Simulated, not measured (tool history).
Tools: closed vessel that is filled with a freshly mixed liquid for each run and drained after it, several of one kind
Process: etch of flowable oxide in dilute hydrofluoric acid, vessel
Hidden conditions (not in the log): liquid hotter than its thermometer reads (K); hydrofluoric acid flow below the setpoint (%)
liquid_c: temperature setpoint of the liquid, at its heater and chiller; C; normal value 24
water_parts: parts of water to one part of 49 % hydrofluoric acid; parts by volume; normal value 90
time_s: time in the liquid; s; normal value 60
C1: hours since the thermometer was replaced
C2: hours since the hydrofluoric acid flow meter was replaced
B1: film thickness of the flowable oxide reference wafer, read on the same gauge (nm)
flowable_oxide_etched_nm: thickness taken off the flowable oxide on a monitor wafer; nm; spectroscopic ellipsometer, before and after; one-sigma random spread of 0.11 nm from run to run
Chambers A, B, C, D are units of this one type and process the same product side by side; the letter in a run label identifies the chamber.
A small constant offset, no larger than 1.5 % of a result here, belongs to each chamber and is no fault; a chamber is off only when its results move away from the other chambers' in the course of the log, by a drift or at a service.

run 1A hour=7.1 | liquid_c=24 water_parts=90 time_s=60 | C1=159.7 C2=1232.1 | B1=100.01 | flowable_oxide_etched_nm=32.133
-- hour=8.6 chamber D: hydrofluoric acid flow meter replaced
run 2D hour=20.5 | liquid_c=24 water_parts=90 time_s=60 | C1=1956.2 C2=11.9 | B1=100.02 | flowable_oxide_etched_nm=32.391
run 3C hour=31.6 | liquid_c=24 water_parts=90 time_s=60 | C1=1727.5 C2=270 | B1=100.02 | flowable_oxide_etched_nm=32.085
run 4B hour=44.9 | liquid_c=24 water_parts=90 time_s=60 | C1=114 C2=656.1 | B1=99.976 | flowable_oxide_etched_nm=31.884
run 5C hour=56.9 | liquid_c=24 water_parts=90 time_s=60 | C1=1752.8 C2=295.3 | B1=100.01 | flowable_oxide_etched_nm=32.039
run 6D hour=68.5 | liquid_c=24 water_parts=90 time_s=60 | C1=2004.2 C2=59.9 | B1=99.997 | flowable_oxide_etched_nm=32.333
run 7B hour=80.9 | liquid_c=24 water_parts=90 time_s=60 | C1=150 C2=692.1 | B1=99.998 | flowable_oxide_etched_nm=31.554
run 8A hour=94.2 | liquid_c=24 water_parts=90 time_s=60 | C1=246.8 C2=1319.2 | B1=99.998 | flowable_oxide_etched_nm=32.276
run 9B hour=106.9 | liquid_c=24 water_parts=90 time_s=60 | C1=176 C2=718.1 | B1=100.03 | flowable_oxide_etched_nm=31.77
run 10C hour=121.1 | liquid_c=24 water_parts=90 time_s=60 | C1=1817 C2=359.5 | B1=99.994 | flowable_oxide_etched_nm=31.954
run 11A hour=135.8 | liquid_c=24 water_parts=90 time_s=60 | C1=288.4 C2=1360.8 | B1=100 | flowable_oxide_etched_nm=32.218
run 12D hour=142.2 | liquid_c=24 water_parts=90 time_s=60 | C1=2077.9 C2=133.6 | B1=99.989 | flowable_oxide_etched_nm=32.259
run 13B hour=153.2 | liquid_c=24 water_parts=90 time_s=60 | C1=222.3 C2=764.4 | B1=100.01 | flowable_oxide_etched_nm=31.976
run 14A hour=167.8 | liquid_c=24 water_parts=90 time_s=60 | C1=320.4 C2=1392.8 | B1=100.02 | flowable_oxide_etched_nm=32.42
run 15D hour=179.7 | liquid_c=24 water_parts=90 time_s=60 | C1=2115.4 C2=171.1 | B1=99.984 | flowable_oxide_etched_nm=32.281
run 16C hour=189.3 | liquid_c=24 water_parts=90 time_s=60 | C1=1885.2 C2=427.7 | B1=99.976 | flowable_oxide_etched_nm=31.94
run 17B hour=204 | liquid_c=24 water_parts=90 time_s=60 | C1=273.1 C2=815.2 | B1=99.999 | flowable_oxide_etched_nm=31.9
run 18A hour=218.2 | liquid_c=24 water_parts=90 time_s=60 | C1=370.8 C2=1443.2 | B1=99.969 | flowable_oxide_etched_nm=32.451
-- hour=220.5 chamber A: hydrofluoric acid flow meter replaced
run 19D hour=224.5 | liquid_c=24 water_parts=90 time_s=60 | C1=2160.2 C2=215.9 | B1=99.973 | flowable_oxide_etched_nm=32.144
run 20C hour=238.8 | liquid_c=24 water_parts=90 time_s=60 | C1=1934.7 C2=477.2 | B1=99.973 | flowable_oxide_etched_nm=31.904
run 21A hour=249.2 | liquid_c=24 water_parts=90 time_s=60 | C1=401.8 C2=28.7 | B1=100.06 | flowable_oxide_etched_nm=32.282
run 22C hour=258.7 | liquid_c=24 water_parts=90 time_s=60 | C1=1954.6 C2=497.1 | B1=100.03 | flowable_oxide_etched_nm=32.089
run 23D hour=272.3 | liquid_c=24 water_parts=90 time_s=60 | C1=2208 C2=263.7 | B1=100 | flowable_oxide_etched_nm=32.106
run 24B hour=278.9 | liquid_c=24 water_parts=90 time_s=60 | C1=348 C2=890.1 | B1=99.976 | flowable_oxide_etched_nm=31.781
run 25D hour=289.3 | liquid_c=22 water_parts=90 time_s=60 | C1=2225 C2=280.7 | B1=99.964 | flowable_oxide_etched_nm=29.912
run 26C hour=301.5 | liquid_c=22 water_parts=90 time_s=60 | C1=1997.4 C2=539.9 | B1=99.977 | flowable_oxide_etched_nm=29.729
run 27A hour=308.7 | liquid_c=22 water_parts=90 time_s=60 | C1=461.3 C2=88.2 | B1=99.964 | flowable_oxide_etched_nm=29.774
run 28B hour=318.2 | liquid_c=22 water_parts=90 time_s=60 | C1=387.3 C2=929.4 | B1=99.992 | flowable_oxide_etched_nm=29.232
run 29A hour=328.5 | liquid_c=24 water_parts=90 time_s=60 | C1=481.1 C2=108 | B1=100.01 | flowable_oxide_etched_nm=32.391
run 30C hour=342.6 | liquid_c=24 water_parts=90 time_s=60 | C1=2038.5 C2=581 | B1=99.993 | flowable_oxide_etched_nm=32.111
run 31D hour=355.2 | liquid_c=24 water_parts=90 time_s=60 | C1=2290.9 C2=346.6 | B1=100 | flowable_oxide_etched_nm=32.505
run 32B hour=364.9 | liquid_c=24 water_parts=90 time_s=60 | C1=434 C2=976.1 | B1=100 | flowable_oxide_etched_nm=31.656
run 33A hour=377.6 | liquid_c=24 water_parts=90 time_s=60 | C1=530.2 C2=157.1 | B1=100.03 | flowable_oxide_etched_nm=32.443
run 34D hour=385.9 | liquid_c=24 water_parts=90 time_s=60 | C1=2321.6 C2=377.3 | B1=99.998 | flowable_oxide_etched_nm=32.624
run 35C hour=399.8 | liquid_c=24 water_parts=90 time_s=60 | C1=2095.7 C2=638.2 | B1=100.01 | flowable_oxide_etched_nm=32.04
run 36B hour=408.5 | liquid_c=24 water_parts=90 time_s=30 | C1=477.6 C2=1019.7 | B1=100 | flowable_oxide_etched_nm=15.859
run 37C hour=422.6 | liquid_c=24 water_parts=90 time_s=30 | C1=2118.5 C2=661 | B1=99.989 | flowable_oxide_etched_nm=15.888
run 38A hour=433.2 | liquid_c=24 water_parts=90 time_s=30 | C1=585.8 C2=212.7 | B1=99.981 | flowable_oxide_etched_nm=16.274

Predict what each chamber gives when all 4 of them run the settings below next.
run 39A hour=443.7 | liquid_c=24 water_parts=90 time_s=60 | flowable_oxide_etched_nm=?
run 39B hour=443.7 | liquid_c=24 water_parts=90 time_s=60 | flowable_oxide_etched_nm=?
run 39C hour=443.7 | liquid_c=24 water_parts=90 time_s=60 | flowable_oxide_etched_nm=?
run 39D hour=443.7 | liquid_c=24 water_parts=90 time_s=60 | flowable_oxide_etched_nm=?

run=39A flowable_oxide_etched_nm=32.379
run=39B flowable_oxide_etched_nm=31.807
run=39C flowable_oxide_etched_nm=31.945
run=39D flowable_oxide_etched_nm=32.435
